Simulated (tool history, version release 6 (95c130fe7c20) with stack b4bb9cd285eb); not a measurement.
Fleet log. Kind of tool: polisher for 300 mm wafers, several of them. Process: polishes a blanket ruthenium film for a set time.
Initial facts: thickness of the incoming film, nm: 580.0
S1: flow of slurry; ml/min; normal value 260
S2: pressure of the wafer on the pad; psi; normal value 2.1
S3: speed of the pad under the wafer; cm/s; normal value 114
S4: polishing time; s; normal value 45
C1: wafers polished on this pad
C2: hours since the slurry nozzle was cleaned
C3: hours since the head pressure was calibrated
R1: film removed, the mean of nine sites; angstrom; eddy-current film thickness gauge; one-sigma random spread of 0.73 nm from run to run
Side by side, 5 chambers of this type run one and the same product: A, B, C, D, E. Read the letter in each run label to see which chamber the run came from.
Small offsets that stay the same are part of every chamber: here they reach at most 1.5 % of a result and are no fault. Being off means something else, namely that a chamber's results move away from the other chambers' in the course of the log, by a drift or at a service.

{"run": "1C", "day": 0.238, "S1": 260, "S2": 2.1, "S3": 114, "S4": 45, "C1": 256, "C2": 70.8, "C3": 16.3, "R1": 581.81}
{"run": "2D", "day": 0.517, "S1": 260, "S2": 2.1, "S3": 114, "S4": 45, "C1": 1327, "C2": 200.3, "C3": 207.4, "R1": 593.17}
{"day": 0.717, "done": "chamber D: worn pad replaced by a new one"}
{"run": "3B", "day": 0.754, "S1": 260, "S2": 2.1, "S3": 114, "S4": 45, "C1": 392, "C2": 115.3, "C3": 776.5, "R1": 601.19}
{"run": "4E", "day": 1.025, "S1": 260, "S2": 2.1, "S3": 114, "S4": 45, "C1": 694, "C2": 177.9, "C3": 355.1, "R1": 585.5}
{"run": "5A", "day": 1.25, "S1": 260, "S2": 2.1, "S3": 114, "S4": 45, "C1": 751, "C2": 290.2, "C3": 36.0, "R1": 595.11}
{"run": "6E", "day": 1.629, "S1": 260, "S2": 2.1, "S3": 114, "S4": 45, "C1": 891, "C2": 192.4, "C3": 369.6, "R1": 582.09}
{"day": 1.65, "done": "chamber C: worn pad replaced by a new one"}
{"day": 1.867, "done": "chamber B: head pressure recalibrated"}
{"run": "7C", "day": 1.883, "S1": 260, "S2": 2.1, "S3": 114, "S4": 45, "C1": 76, "C2": 110.3, "C3": 55.8, "R1": 586.56}
{"day": 2.167, "done": "chamber B: worn pad replaced by a new one"}
{"run": "8A", "day": 2.304, "S1": 260, "S2": 2.1, "S3": 114, "S4": 45, "C1": 1095, "C2": 315.5, "C3": 61.3, "R1": 578.79}
{"run": "9B", "day": 2.633, "S1": 260, "S2": 2.1, "S3": 114, "S4": 40, "C1": 152, "C2": 160.4, "C3": 18.4, "R1": 516.52}
{"run": "10D", "day": 3.079, "S1": 260, "S2": 2.1, "S3": 114, "S4": 40, "C1": 771, "C2": 261.8, "C3": 268.9, "R1": 516.83}
{"run": "11A", "day": 3.342, "S1": 260, "S2": 2.1, "S3": 114, "S4": 40, "C1": 1434, "C2": 340.4, "C3": 86.2, "R1": 507.73}
{"run": "12D", "day": 3.554, "S1": 260, "S2": 2.1, "S3": 114, "S4": 40, "C1": 926, "C2": 273.2, "C3": 280.3, "R1": 518.84}
{"run": "13E", "day": 3.771, "S1": 260, "S2": 2.1, "S3": 114, "S4": 40, "C1": 1590, "C2": 243.8, "C3": 421.0, "R1": 517.01}
{"day": 3.867, "done": "chamber E: worn pad replaced by a new one"}
{"day": 4.121, "done": "chamber B: worn pad replaced by a new one"}
{"run": "14C", "day": 4.167, "S1": 260, "S2": 2.1, "S3": 114, "S4": 56, "C1": 821, "C2": 165.1, "C3": 110.6, "R1": 731.05}
{"day": 4.2, "done": "chamber C: worn pad replaced by a new one"}
{"day": 4.492, "done": "chamber D: worn pad replaced by a new one"}
{"run": "15B", "day": 4.496, "S1": 260, "S2": 2.1, "S3": 114, "S4": 56, "C1": 123, "C2": 205.1, "C3": 63.1, "R1": 723.99}
{"run": "16E", "day": 4.925, "S1": 260, "S2": 2.1, "S3": 114, "S4": 56, "C1": 345, "C2": 271.5, "C3": 448.7, "R1": 717.8}
{"run": "17D", "day": 5.329, "S1": 260, "S2": 2.1, "S3": 114, "S4": 56, "C1": 274, "C2": 315.8, "C3": 322.9, "R1": 709.75}
{"day": 5.496, "done": "chamber B: slurry nozzle cleaned"}
{"run": "18C", "day": 5.604, "S1": 260, "S2": 2.1, "S3": 114, "S4": 56, "C1": 459, "C2": 199.6, "C3": 145.1, "R1": 734.44}
{"run": "19B", "day": 5.908, "S1": 260, "S2": 2.1, "S3": 114, "S4": 45, "C1": 584, "C2": 10.0, "C3": 97.0, "R1": 578.01}
{"run": "20A", "day": 6.229, "S1": 260, "S2": 2.1, "S3": 114, "S4": 45, "C1": 2376, "C2": 409.7, "C3": 155.5, "R1": 549.51}
{"day": 6.338, "done": "chamber C: worn pad replaced by a new one"}
{"day": 6.346, "done": "chamber B: worn pad replaced by a new one"}
{"run": "21B", "day": 6.621, "S1": 260, "S2": 2.1, "S3": 114, "S4": 45, "C1": 90, "C2": 27.1, "C3": 114.1, "R1": 583.65}
{"run": "22D", "day": 7.004, "S1": 260, "S2": 2.1, "S3": 114, "S4": 45, "C1": 820, "C2": 356.0, "C3": 363.1, "R1": 569.34}
{"day": 7.054, "done": "chamber E: slurry nozzle cleaned"}
{"run": "23A", "day": 7.229, "S1": 260, "S2": 2.1, "S3": 114, "S4": 45, "C1": 2702, "C2": 433.7, "C3": 179.5, "R1": 568.54}
{"run": "24C", "day": 7.592, "S1": 260, "S2": 2.1, "S3": 114, "S4": 45, "C1": 410, "C2": 247.3, "C3": 192.8, "R1": 589.08}
{"run": "25E", "day": 7.9, "S1": 260, "S2": 2.1, "S3": 114, "S4": 45, "C1": 1316, "C2": 20.4, "C3": 520.1, "R1": 578.85}
{"run": "26D", "day": 8.171, "S1": 260, "S2": 2.1, "S3": 114, "S4": 45, "C1": 1201, "C2": 384.0, "C3": 391.1, "R1": 585.21}
{"run": "27A", "day": 8.533, "S1": 260, "S2": 2.1, "S3": 114, "S4": 45, "C1": 3128, "C2": 465.0, "C3": 210.8, "R1": 541.55}
{"day": 8.679, "done": "chamber B: worn pad replaced by a new one"}
{"day": 8.896, "done": "chamber C: worn pad replaced by a new one"}
{"day": 8.908, "done": "chamber E: worn pad replaced by a new one"}
{"run": "28C", "day": 8.938, "S1": 260, "S2": 2.1, "S3": 114, "S4": 45, "C1": 14, "C2": 279.6, "C3": 225.1, "R1": 582.81}
{"day": 9.271, "done": "chamber D: worn pad replaced by a new one"}
{"run": "29B", "day": 9.275, "S1": 260, "S2": 2.7, "S3": 114, "S4": 52, "C1": 195, "C2": 90.8, "C3": 177.8, "R1": 866.15}
{"run": "30E", "day": 9.488, "S1": 260, "S2": 2.7, "S3": 114, "S4": 52, "C1": 189, "C2": 58.5, "C3": 558.2, "R1": 877.36}
{"run": "31B", "day": 9.746, "S1": 260, "S2": 2.7, "S3": 114, "S4": 52, "C1": 349, "C2": 102.1, "C3": 189.1, "R1": 867.85}
{"run": "32D", "day": 10.2, "S1": 260, "S2": 2.7, "S3": 114, "S4": 52, "C1": 304, "C2": 432.7, "C3": 439.8, "R1": 858.66}
{"run": "33E", "day": 10.592, "S1": 260, "S2": 2.7, "S3": 114, "S4": 52, "C1": 549, "C2": 85.0, "C3": 584.7, "R1": 863.18}

Predict what each chamber gives when all 5 of them run the settings below next.
{"run": "34A", "day": 10.933, "S1": 260, "S2": 2.8, "S3": 114, "S4": 45, "R1": "?"}
{"run": "34B", "day": 10.933, "S1": 260, "S2": 2.8, "S3": 114, "S4": 45, "R1": "?"}
{"run": "34C", "day": 10.933, "S1": 260, "S2": 2.8, "S3": 114, "S4": 45, "R1": "?"}
{"run": "34D", "day": 10.933, "S1": 260, "S2": 2.8, "S3": 114, "S4": 45, "R1": "?"}
{"run": "34E", "day": 10.933, "S1": 260, "S2": 2.8, "S3": 114, "S4": 45, "R1": "?"}

run=34A R1=679.55
run=34B R1=775.68
run=34C R1=782.99
run=34D R1=777.06
run=34E R1=785.00
